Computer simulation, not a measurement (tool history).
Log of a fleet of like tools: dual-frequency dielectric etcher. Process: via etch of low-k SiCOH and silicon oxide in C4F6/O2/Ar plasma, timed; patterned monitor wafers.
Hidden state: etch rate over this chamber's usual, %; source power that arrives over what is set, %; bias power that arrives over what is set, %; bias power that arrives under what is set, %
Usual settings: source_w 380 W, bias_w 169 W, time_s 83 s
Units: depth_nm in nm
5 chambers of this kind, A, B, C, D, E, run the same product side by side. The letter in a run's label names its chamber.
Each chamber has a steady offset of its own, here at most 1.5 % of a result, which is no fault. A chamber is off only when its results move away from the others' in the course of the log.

run	day	source_w	bias_w	time_s	hours since the last wet clean	hours since the last source power generator calibration	hours since the last bias power generator calibration	read-back reference wafer on the same gauge, depth_nm	depth_nm
1A	0.342	380	169	83	344.3	2973.9	1746	205.05	223.64
2B	0.642	380	169	83	238.8	3748.8	2351.4	204.92	225.67
3C	0.967	380	169	83	318.5	3411.7	1372.9	204.74	222.62
4E	1.388	380	169	83	165.9	869.5	1464.4	204.86	224.79
5D	1.625	320	169	93.5	87.1	3310.6	1313.6	205.01	236.78
# day 1.829: chamber B: source power generator calibrated
6A	1.933	320	169	93.5	382.5	3012.1	1784.2	204.91	237.11
7D	2.233	320	169	93.5	101.7	3325.2	1328.2	204.95	235.62
8E	2.5	320	169	93.5	192.6	896.2	1491.1	205	236.47
9B	2.712	320	169	93.5	288.5	21.3	2401.1	205.12	238.19
10C	2.958	380	169	83	366.3	3459.5	1420.7	205.02	223.71
11C	3.392	380	169	83	376.7	3469.9	1431.1	204.84	222.81
12E	3.758	380	169	83	222.8	926.4	1521.3	204.87	225.21
13B	4.192	380	155	60.5	324	56.8	2436.6	204.96	159.9
14A	4.467	380	155	60.5	443.3	3072.9	1845	205.19	158.95
15D	4.825	380	155	60.5	163.9	3387.4	1390.4	205.31	158.47
16A	5.204	380	155	60.5	461	3090.6	1862.7	205.04	159.58
# day 5.254: chamber D: source power generator calibrated
17E	5.525	380	155	60.5	265.2	968.8	1563.7	205.08	159.32
18B	5.783	380	191	70	362.2	95	2474.8	204.99	197.36
19C	6.217	380	191	70	444.5	3537.7	1498.9	204.82	196.8
20D	6.617	380	191	70	206.9	32.7	1433.4	204.73	197.48
# day 6.792: chamber A: wet clean of the chamber
21C	7.017	380	191	70	463.7	3556.9	1518.1	205.12	195.04
22D	7.254	380	191	70	222.2	48	1448.7	204.99	195.41
# day 7.525: chamber B: wet clean of the chamber
23B	7.688	380	169	83	4	140.7	2520.5	205.35	234.66
24E	7.946	380	169	83	323.3	1026.9	1621.8	205.03	225.08
25A	8.3	380	169	83	36.2	3164.9	1937	205.15	223.94
26C	8.65	380	169	83	502.9	3596.1	1557.3	204.86	222.5
27E	9.025	380	169	83	349.2	1052.8	1647.7	204.86	224.59
28A	9.342	380	169	83	61.2	3189.9	1962	205.07	226.28
29B	9.783	380	169	83	54.3	191	2570.8	205.12	235.02
30D	9.988	380	169	83	287.8	113.6	1514.3	205.08	224.96
31C	10.404	380	169	83	545	3638.2	1599.4	205.05	223.84
32A	10.717	380	169	83	94.2	3222.9	1995	204.96	222.98
33D	10.958	380	169	83	311.1	136.9	1537.6	205.23	222.7
34B	11.242	380	169	83	89.3	226	2605.8	204.97	235.68
35E	11.579	380	169	83	410.5	1114.1	1709	205.17	224.21
36A	11.833	380	169	83	121	3249.7	2021.8	204.95	226.01

Is one chamber off against the others, does the gauge drift, or is nothing wrong? If a chamber is off, say which, and what the likeliest cause is.

A service left chamber B off against the others.
Cause: etch rate over this chamber's usual, % = 4.31.

Here are 4 candidates for chamber B's next run, each the usual settings with a change, their results left as question marks. Which one brings its results back in line with what the others give on the usual settings?
In line means no further than this from the other chambers' mean on the usual settings: depth_nm 4.3 nm
37B-1	12.162	380	143	83					?
37B-2	12.162	380	169	75					?
37B-3	12.162	440	188	83					?
37B-4	12.162	380	195	83					?

The other chambers' mean on the usual settings: depth_nm 224.21 nm
run	depth_nm
37B-1	223.15
37B-2	212.36
37B-3	257.47
37B-4	246.05
37B-1 brings the chamber back in line.

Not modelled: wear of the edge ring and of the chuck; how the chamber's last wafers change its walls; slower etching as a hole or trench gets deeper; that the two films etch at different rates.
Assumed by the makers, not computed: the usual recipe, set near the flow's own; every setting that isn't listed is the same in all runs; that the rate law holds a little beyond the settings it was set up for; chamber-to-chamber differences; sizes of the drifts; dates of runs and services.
